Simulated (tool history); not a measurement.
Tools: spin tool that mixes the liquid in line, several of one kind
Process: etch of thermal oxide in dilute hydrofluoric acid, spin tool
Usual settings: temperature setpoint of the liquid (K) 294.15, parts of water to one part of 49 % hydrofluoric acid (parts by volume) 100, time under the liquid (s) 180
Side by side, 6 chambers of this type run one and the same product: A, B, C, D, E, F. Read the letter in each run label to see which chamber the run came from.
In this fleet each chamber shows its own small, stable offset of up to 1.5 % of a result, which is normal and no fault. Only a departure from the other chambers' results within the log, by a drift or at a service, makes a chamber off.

run	hour	temperature setpoint of the liquid (K)	parts of water to one part of 49 % hydrofluoric acid (parts by volume)	time under the liquid (s)	read-back film thickness of the thermal oxide reference wafer, read on the same gauge (nm)	thickness taken off the thermal oxide on a monitor wafer (Å)
1A	8.4	294.15	100	180	60.038	74.862
2B	15.7	294.15	100	180	60.008	73.883
3F	23.3	294.15	100	180	59.996	73.939
# hour 24.8: chamber C: hydrofluoric acid flow meter replaced
4C	30.7	294.15	100	180	59.985	74.739
5E	39.2	294.15	100	180	59.966	73.847
6D	46.4	294.15	100	180	59.975	73.995
7B	51.2	294.15	100	180	59.979	73.593
# hour 53.2: chamber F: thermometer replaced
8C	60.0	294.15	100	180	59.987	74.012
9F	65.3	294.15	100	180	59.995	73.679
10E	73.2	294.15	100	180	59.984	73.535
11A	79.3	294.15	100	250	60.006	104.290
12D	84.7	294.15	100	250	60.016	100.680
13E	90.3	294.15	100	250	59.994	102.670
14D	94.2	294.15	100	250	60.006	101.310
15F	102.5	294.15	100	250	60.013	99.812
16B	110.2	294.15	100	250	60.014	104.520
17C	117.6	294.15	100	180	59.996	75.046
18A	121.8	294.15	100	180	59.990	74.946
19C	130.5	294.15	100	180	60.001	73.519
20F	138.4	294.15	100	180	59.987	73.380
21E	143.4	294.15	100	275	60.013	113.700
22A	150.3	294.15	100	275	60.004	114.050
23B	157.6	294.15	100	275	60.015	115.480
24D	162.6	294.15	100	275	59.986	111.390
25B	169.2	294.15	100	275	60.012	117.730
26D	173.4	294.15	100	275	60.017	112.940
27E	177.9	294.15	100	180	60.004	73.486
28A	185.7	294.15	100	180	60.007	74.439
29C	191.1	294.15	100	180	60.013	73.351
30F	197.6	294.15	100	180	60.016	73.021
31D	203.5	294.15	100	180	60.023	72.772
32E	212.2	294.15	100	180	59.991	73.720
33A	218.1	294.15	55	180	59.975	144.900
34F	223.3	294.15	55	180	59.996	143.740
35B	227.4	294.15	55	180	60.001	148.680
36C	232.9	294.15	55	180	60.004	142.930
37F	238.7	294.15	55	180	60.023	142.610
38A	246.8	294.15	55	180	60.001	141.960
39B	252.3	294.15	100	180	60.002	78.339
40D	257.4	294.15	100	180	59.971	71.962
41C	265.6	294.15	100	180	59.998	73.409

One chamber off, gauge drift, or nothing amiss beyond the chambers' own small offsets? If it is a chamber, which one, and what is the likeliest cause?

One chamber, B, drifts off from the rest bit by bit.
Likeliest cause: liquid hotter than its thermometer reads (K) = 2.06.
The log may not tell that from: hydrofluoric acid flow above the setpoint (%).

Which of the 4 candidates below, each the usual settings with something changed and its results left as question marks, puts chamber B back in line with what the other chambers give on the usual settings?
In line means no further than this from the other chambers' mean on the usual settings: thickness taken off the thermal oxide on a monitor wafer (Å) 2.000
42B-1	272.0	294.15	105	165		?
42B-2	272.0	294.15	100	165		?
42B-3	272.0	294.15	95	195		?
42B-4	272.0	296.15	100	180		?

On the usual settings, the other chambers give on average: thickness taken off the thermal oxide on a monitor wafer (Å) 73.803
run	thickness taken off the thermal oxide on a monitor wafer (Å)
42B-1	69.577
42B-2	73.462
42B-3	91.898
42B-4	86.847
The right change is 42B-2: it brings the chamber back within the allowed miss of the others.
